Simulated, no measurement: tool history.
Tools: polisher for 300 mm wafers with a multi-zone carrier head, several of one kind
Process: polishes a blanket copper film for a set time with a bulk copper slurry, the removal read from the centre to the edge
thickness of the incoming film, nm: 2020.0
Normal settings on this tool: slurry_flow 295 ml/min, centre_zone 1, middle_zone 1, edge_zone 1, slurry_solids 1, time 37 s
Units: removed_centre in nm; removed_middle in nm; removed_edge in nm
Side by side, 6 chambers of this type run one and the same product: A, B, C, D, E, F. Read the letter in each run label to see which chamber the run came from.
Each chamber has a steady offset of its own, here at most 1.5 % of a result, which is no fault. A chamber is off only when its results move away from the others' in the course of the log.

run   hour  slurry_flow  centre_zone  middle_zone  edge_zone  slurry_solids  time  wafers polished on this pad  hours since the slurry nozzle was cleaned  hours since the centre zone pressure was calibrated  hours since the edge zone pressure was calibrated  removed_centre  removed_middle  removed_edge
       1.3  -- chamber E: worn pad replaced by a new one
 1E   12.5          295            1            1          1              1    37                          152                                      209.6                                               1063.9                                              999.5          296.41          295.62        299.26
      22.8  -- chamber F: slurry nozzle cleaned
 2A   27.1          295            1            1          1              1    37                          447                                      257.4                                                 96.5                                              659.3           294.7          297.15        294.68
 3B     40          295            1            1          1              1    37                          841                                      392.6                                                152.8                                              371.1          295.59          302.22        291.88
      50.7  -- chamber D: worn pad replaced by a new one
 4D   53.2          295            1            1          1              1    37                           34                                       62.1                                                499.4                                              516.1           297.7          304.04        298.66
      53.5  -- chamber F: worn pad replaced by a new one
      60.2  -- chamber B: worn pad replaced by a new one
      62.8  -- chamber F: edge zone pressure recalibrated
 5F   66.9          295            1            1          1              1    37                          180                                       44.1                                               1284.2                                                4.1          301.48          291.21        292.97
      71.5  -- chamber C: worn pad replaced by a new one
      72.1  -- chamber D: centre zone pressure recalibrated
 6C     74          295            1         0.91          1              1    37                           33                                      167.8                                                707.9                                              111.7           291.5          270.63        299.68
      74.4  -- chamber A: worn pad replaced by a new one
      77.1  -- chamber F: centre zone pressure recalibrated
 7F   82.6          295            1         0.91          1              1    37                          392                                       59.8                                                  5.6                                               19.8          293.65          275.29        295.68
      88.2  -- chamber E: worn pad replaced by a new one
 8D     96          295            1         0.91          1              1    37                          612                                      104.9                                                   24                                              558.9           301.8          274.03        297.84
 9C  109.5          295            1         0.91          1              1    37                          512                                      203.3                                                743.4                                              147.2          294.58          271.62        295.99
     109.6  -- chamber E: edge zone pressure recalibrated
     113.3  -- chamber B: slurry nozzle cleaned
10A  122.9          295            1         0.91          1              1    37                          654                                      353.2                                                192.3                                              755.1          291.72          272.79        295.73
     129.7  -- chamber F: worn pad replaced by a new one
       134  -- chamber E: centre zone pressure recalibrated
     134.6  -- chamber B: worn pad replaced by a new one
11B  134.9          295            1         0.91          1              1    37                            4                                       21.6                                                247.7                                                466          294.57          276.09        293.62
     135.4  -- chamber D: worn pad replaced by a new one
12E  146.1          295            1            1          1              1    37                          782                                      343.2                                                 12.2                                               36.6          335.24          300.66        298.21
     150.2  -- chamber A: worn pad replaced by a new one
13B    156          295            1            1          1              1    37                          288                                       42.7                                                268.8                                              487.1          289.34          299.52        290.99
     165.1  -- chamber A: slurry nozzle cleaned
14F  167.8          295            1            1          1              1    37                          514                                        145                                                 90.8                                                105          303.29          293.28        298.14
     168.5  -- chamber C: worn pad replaced by a new one
     178.9  -- chamber E: worn pad replaced by a new one
15A  182.1          295            1            1       1.09              1    37                          431                                         17                                                251.5                                              814.3           292.5          299.74        309.86
16C    195          295            1            1       1.09              1    37                          358                                      288.8                                                828.9                                              232.7          295.23          294.67        308.96
17E  209.8          295            1            1       1.09              1    37                          417                                      406.9                                                 75.9                                              100.3          341.35          294.93        314.77
     214.3  -- chamber F: worn pad replaced by a new one
18D  222.4          295            1            1       1.09              1    37                         1174                                      231.3                                                150.4                                              685.3          297.53          300.19        311.25
     229.1  -- chamber D: worn pad replaced by a new one
     229.2  -- chamber B: worn pad replaced by a new one
     230.9  -- chamber C: centre zone pressure recalibrated
       233  -- chamber A: worn pad replaced by a new one
19C    236          295            1            1       1.09              1    37                          911                                      329.8                                                  5.2                                              273.7          295.22          296.96         311.5
20E  246.4          295            1            1       1.09              1    37                          911                                      443.5                                                112.5                                              136.9          331.07          298.27        311.42
     248.5  -- chamber F: slurry nozzle cleaned
     250.9  -- chamber C: worn pad replaced by a new one
     257.9  -- chamber A: edge zone pressure recalibrated
     258.4  -- chamber E: worn pad replaced by a new one
21B  258.5          295            1            1          1              1    37                          395                                      145.2                                                371.3                                              589.6          298.45          294.97        293.98
22F    271          295            1            1          1              1    37                          766                                       22.5                                                  194                                              208.2          295.17          297.09        297.94
     276.3  -- chamber B: edge zone pressure recalibrated
23D  284.6          295            1            1          1              1    37                          749                                      293.5                                                212.6                                              747.5          294.31          299.24        297.23
24A  298.9          295         0.92            1          1              1    27                          890                                      133.8                                                368.3                                               41.1          194.77          215.58        216.02
     304.8  -- chamber F: worn pad replaced by a new one
     306.2  -- chamber A: worn pad replaced by a new one
25A  307.5          295         0.92            1          1              1    27                           17                                      142.4                                                376.9                                               49.7          199.78           216.9        214.26
     312.1  -- chamber D: worn pad replaced by a new one
26E  321.2          295         0.92            1          1              1    27                          847                                      518.3                                                187.3                                              211.7          217.17          217.38        219.25
     323.1  -- chamber B: worn pad replaced by a new one
27B  328.7          295         0.92            1          1              1    27                           76                                      215.4                                                441.5                                               52.5          196.01           218.6        217.68
28F  341.2          295         0.92            1          1              1    27                          491                                       92.7                                                264.2                                              278.4          201.79          214.94        216.87
     341.5  -- chamber E: worn pad replaced by a new one
     344.4  -- chamber C: worn pad replaced by a new one
     346.3  -- chamber A: centre zone pressure recalibrated
29D  348.1          295         0.92            1          1              1    27                          486                                        357                                                276.1                                                811          199.17          220.74        216.32
30C  358.9          295            1            1          1              1    37                          195                                      452.7                                                128.1                                              396.6           288.3          292.87        293.79
31C  366.5          295            1            1          1              1    37                          298                                      460.3                                                135.7                                              404.2          294.37          291.77        297.01
32A  373.4          295            1            1          1              1    37                          907                                      208.3                                                 27.2                                              115.6          296.33          297.72        295.21
33E  383.1          295            1            1          1              1    37                          562                                      580.2                                                249.2                                              273.6          332.42          297.86        297.58
     386.9  -- chamber F: worn pad replaced by a new one
34B  397.2          295            1            1          1              1    37                         1000                                      283.9                                                  510                                                121          297.51          293.25        291.05
     402.6  -- chamber D: edge zone pressure recalibrated
     403.6  -- chamber D: worn pad replaced by a new one
35F  406.1          295            1            1          1              1    37                          259                                      157.6                                                329.1                                              343.3          287.35          294.41        292.51
     410.5  -- chamber B: worn pad replaced by a new one
36D    416          295            1            1          1              1    37                          168                                      424.9                                                  344                                               13.4          295.63          297.95        295.26
37B    423          295            1            1          1              1    37                          169                                      309.7                                                535.8                                              146.8          299.29          304.31        294.41

What goes on in this fleet: one chamber off, a drifting gauge, or nothing beyond the chambers' own small offsets? Name the chamber and the cause, if any.

A service left chamber E off against the others.
What lies behind it: centre zone's pressure above its setpoint, % = 11.4.

Here are 4 candidates for chamber E's next run, each the usual settings with a change, their results left as question marks. Which one brings its results back in line with what the others give on the usual settings?
To be in line, a result may differ from the other chambers' mean on the usual settings by at most: removed_centre 13 nm; removed_middle 11 nm; removed_edge 6.7 nm
38E-1  433.7          295         1.03         0.99       0.99              1    37                                                                                                                                                                                               ?               ?             ?
38E-2  433.7          300         1.09         0.98       0.97              1    38                                                                                                                                                                                               ?               ?             ?
38E-3  433.7          295         0.97         1.01       1.01              1    37                                                                                                                                                                                               ?               ?             ?
38E-4  433.7          290         0.91         1.02       1.03              1    36                                                                                                                                                                                               ?               ?             ?

Other chambers, usual settings, mean: removed_centre 296.31 nm; removed_middle 296.55 nm; removed_edge 295.34 nm
  run  removed_centre  removed_middle  removed_edge
38E-1          340.87          293.79        296.06
38E-2           372.5          299.33        301.32
38E-3          319.73          299.34        299.05
38E-4          289.94          293.49        293.53
With 38E-4, the chamber falls back in line with the rest.
